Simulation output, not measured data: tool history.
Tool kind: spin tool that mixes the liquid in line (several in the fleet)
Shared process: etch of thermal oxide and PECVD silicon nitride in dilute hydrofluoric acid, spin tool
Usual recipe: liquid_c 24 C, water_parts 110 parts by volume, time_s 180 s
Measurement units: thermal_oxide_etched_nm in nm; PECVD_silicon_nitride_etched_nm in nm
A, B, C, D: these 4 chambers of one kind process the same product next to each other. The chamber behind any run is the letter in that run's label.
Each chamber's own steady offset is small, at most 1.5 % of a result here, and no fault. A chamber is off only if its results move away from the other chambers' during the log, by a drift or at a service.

run	hour	liquid_c	water_parts	time_s	hours since the thermometer was replaced	hours since the hydrofluoric acid flow meter was replaced	read-back film thickness of the thermal oxide reference wafer, read on the same gauge (nm)	read-back film thickness of the PECVD silicon nitride reference wafer, read on the same gauge (nm)	thermal_oxide_etched_nm	PECVD_silicon_nitride_etched_nm
1B	3.4	24	110	180	265.8	570.9	70.015	60.001	7.4186	9.2499
2C	9.7	24	110	180	1085.7	1109.2	69.999	60.003	7.4602	9.3104
3A	14.6	24	110	180	713.3	364.7	70.021	59.998	7.3033	9.3145
4D	18.9	24	110	180	657.8	189.5	69.99	59.998	7.4543	9.2351
5A	24.2	24	110	180	722.9	374.3	69.979	60.031	7.3316	9.3094
6B	30.3	24	110	180	292.7	597.8	69.959	60.006	7.4278	9.385
7D	36.8	24	155	180	675.7	207.4	70.009	60.001	5.0416	6.5732
8C	42.8	24	155	180	1118.8	1142.3	70.005	59.979	5.0523	6.5475
9C	47.8	24	155	180	1123.8	1147.3	70.016	60.028	5.0213	6.5967
10A	53.8	24	155	180	752.5	403.9	69.987	59.999	4.9183	6.6177
11B	59.9	24	110	180	322.3	627.4	69.985	59.999	7.4226	9.3905
12D	63.1	24	110	180	702	233.7	69.991	59.97	7.5354	9.2309
13A	67.1	24	110	180	765.8	417.2	70.021	60.018	7.2952	9.2858
14B	73.8	24	110	180	336.2	641.3	70.017	59.996	7.3937	9.334
15D	77.6	24	110	180	716.5	248.2	69.998	59.986	7.4934	9.1441
16C	80.9	24	110	180	1156.9	1180.4	70.022	59.996	7.4606	9.2771
17B	87.8	24	110	180	350.2	655.3	70.036	60.018	7.4171	9.3201
18D	92.2	24	110	180	731.1	262.8	69.988	60.019	7.5088	9.2169
19C	98.9	24	110	180	1174.9	1198.4	70.022	60.011	7.4416	9.2844
20A	102.6	24	60	270	801.3	452.7	69.997	60.016	21.6	25.212
21B	108	24	60	270	370.4	675.5	70.035	59.986	22.019	25.845
22D	113	24	60	270	751.9	283.6	70.016	59.991	21.829	24.955
23C	119.2	24	60	270	1195.2	1218.7	70.004	59.994	22.013	25.342
24A	123.9	24	110	180	822.6	474	70.009	60.014	7.2896	9.31
25B	129.1	24	110	180	391.5	696.6	70.004	60.012	7.4443	9.3798
26D	135.8	24	110	180	774.7	306.4	69.995	60.007	7.4945	9.196
27A	139	24	110	180	837.7	489.1	69.988	59.996	7.3141	9.2943
28C	144.4	24	110	180	1220.4	1243.9	69.996	60.024	7.4652	9.2555
29C	150.9	24	110	180	1226.9	1250.4	69.972	59.989	7.4658	9.3129
30D	156.3	24	110	180	795.2	326.9	69.962	59.979	7.4519	9.2417
31B	162	24	110	180	424.4	729.5	70.002	60.014	7.4215	9.2921
32A	168.9	24	110	180	867.6	519	70.052	60.02	7.3075	9.2601
33B	175	24	110	180	437.4	742.5	70.059	60.01	7.4243	9.3269

Predict what each chamber gives when all 4 of them run the settings below next.
34A	180	24	110	180					?	?
34B	180	24	110	180					?	?
34C	180	24	110	180					?	?
34D	180	24	110	180					?	?

run	thermal_oxide_etched_nm	PECVD_silicon_nitride_etched_nm
34A	7.3301	9.266
34B	7.4458	9.3999
34C	7.4614	9.3699
34D	7.5199	9.205

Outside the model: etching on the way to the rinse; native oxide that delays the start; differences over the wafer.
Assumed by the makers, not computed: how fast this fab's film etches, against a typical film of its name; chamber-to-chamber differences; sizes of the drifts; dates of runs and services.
